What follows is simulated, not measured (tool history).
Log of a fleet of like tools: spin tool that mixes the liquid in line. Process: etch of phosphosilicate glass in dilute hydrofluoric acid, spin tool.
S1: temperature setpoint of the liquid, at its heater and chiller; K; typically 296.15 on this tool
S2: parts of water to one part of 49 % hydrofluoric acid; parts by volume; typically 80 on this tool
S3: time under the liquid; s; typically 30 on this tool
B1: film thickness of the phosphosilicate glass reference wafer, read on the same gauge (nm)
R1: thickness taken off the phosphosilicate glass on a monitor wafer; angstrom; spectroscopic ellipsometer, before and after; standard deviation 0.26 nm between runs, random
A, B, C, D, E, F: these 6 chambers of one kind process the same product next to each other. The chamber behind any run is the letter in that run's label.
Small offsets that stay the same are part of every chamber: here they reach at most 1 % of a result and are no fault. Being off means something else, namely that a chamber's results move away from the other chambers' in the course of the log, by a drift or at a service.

run	hour	S1	S2	S3	B1	R1
1D	10.5	296.15	80	30	80.000	342.90
2E	19.3	296.15	80	30	80.006	340.98
3C	27.0	296.15	80	30	80.036	340.52
4F	37.0	296.15	80	30	79.976	334.24
5B	46.9	296.15	80	30	80.001	338.30
6A	62.0	296.15	80	30	79.976	337.76
7C	74.6	296.15	60	30	80.006	471.62
8B	86.3	296.15	60	30	80.039	468.37
9A	96.8	296.15	60	30	80.005	463.65
10F	107.3	296.15	60	30	79.980	466.41
11D	118.2	296.15	60	30	80.017	464.24
# hour 118.5: chamber C: hydrofluoric acid flow meter replaced
12E	125.1	296.15	60	30	80.018	464.50
13F	138.9	296.15	80	30	80.014	337.50
14E	150.1	296.15	80	30	80.022	338.01
15D	162.6	296.15	80	30	80.036	340.66
16C	173.8	296.15	80	15	79.990	171.85
17A	182.5	296.15	80	15	79.978	167.99
18B	194.6	296.15	80	15	79.974	167.74
# hour 208.2: chamber D: hydrofluoric acid flow meter replaced
19C	209.3	296.15	80	15	80.000	171.09
20F	218.1	296.15	80	15	79.999	170.25
21D	231.3	296.15	80	15	80.022	170.89
22E	240.1	296.15	80	30	80.015	336.09
23B	247.2	296.15	80	30	79.992	328.11
24A	259.3	296.15	80	30	80.016	336.62
25F	267.1	296.15	45	30	79.977	625.69
# hour 269.3: chamber F: thermometer replaced
# hour 270.1: chamber E: thermometer replaced
26A	276.4	296.15	45	30	79.999	624.63
27D	284.0	296.15	45	30	79.982	618.34
28C	292.2	296.15	45	30	80.031	643.35
29E	303.1	296.15	45	30	80.037	628.09
30B	316.9	296.15	45	30	79.999	607.74
31E	331.6	296.15	80	30	79.972	336.87
32C	338.5	296.15	80	30	80.006	339.02
33F	345.3	296.15	80	30	80.033	335.06
34B	360.5	296.15	80	30	80.020	320.43
35D	368.5	296.15	80	30	79.992	339.10
36A	375.9	296.15	80	30	79.988	339.40
37D	384.2	300.65	95	30	79.982	335.21
38E	392.7	300.65	95	30	80.032	332.60
39C	402.5	300.65	95	30	80.003	338.23
40A	410.2	300.65	95	30	80.015	329.52
# hour 423.8: chamber B: hydrofluoric acid flow meter replaced
41B	424.6	300.65	95	30	79.991	305.59
42F	436.7	300.65	95	30	79.999	332.98
43D	447.3	296.15	80	30	80.005	340.18
44A	455.4	296.15	80	30	80.025	336.94

Decide between three cases: one chamber stands off from its peers, the gauge reading all wafers drifts, or nothing is wrong past each chamber's small offset. Where a chamber is off, say which and what most likely put it there.

Little by little, chamber B moves away from the other chambers.
Likeliest cause: liquid colder than its thermometer reads (K) = 2.58.

Below are 4 candidate recipes for chamber B's next run, each the usual settings with a change, their results shown as question marks. Which of them brings B's results back in line with what the other chambers give on the usual settings?
In line means no further than this from the other chambers' mean on the usual settings: R1 9.00 angstrom
45B-1	466.6	293.65	80	30		?
45B-2	466.6	295.65	80	30		?
45B-3	466.6	298.65	80	30		?
45B-4	466.6	296.65	80	30		?

Average result of the remaining chambers running the usual settings: R1 338.47 angstrom
run	R1
45B-1	276.44
45B-2	300.67
45B-3	339.99
45B-4	313.26
It is 45B-3 that realigns the chamber with its peers.

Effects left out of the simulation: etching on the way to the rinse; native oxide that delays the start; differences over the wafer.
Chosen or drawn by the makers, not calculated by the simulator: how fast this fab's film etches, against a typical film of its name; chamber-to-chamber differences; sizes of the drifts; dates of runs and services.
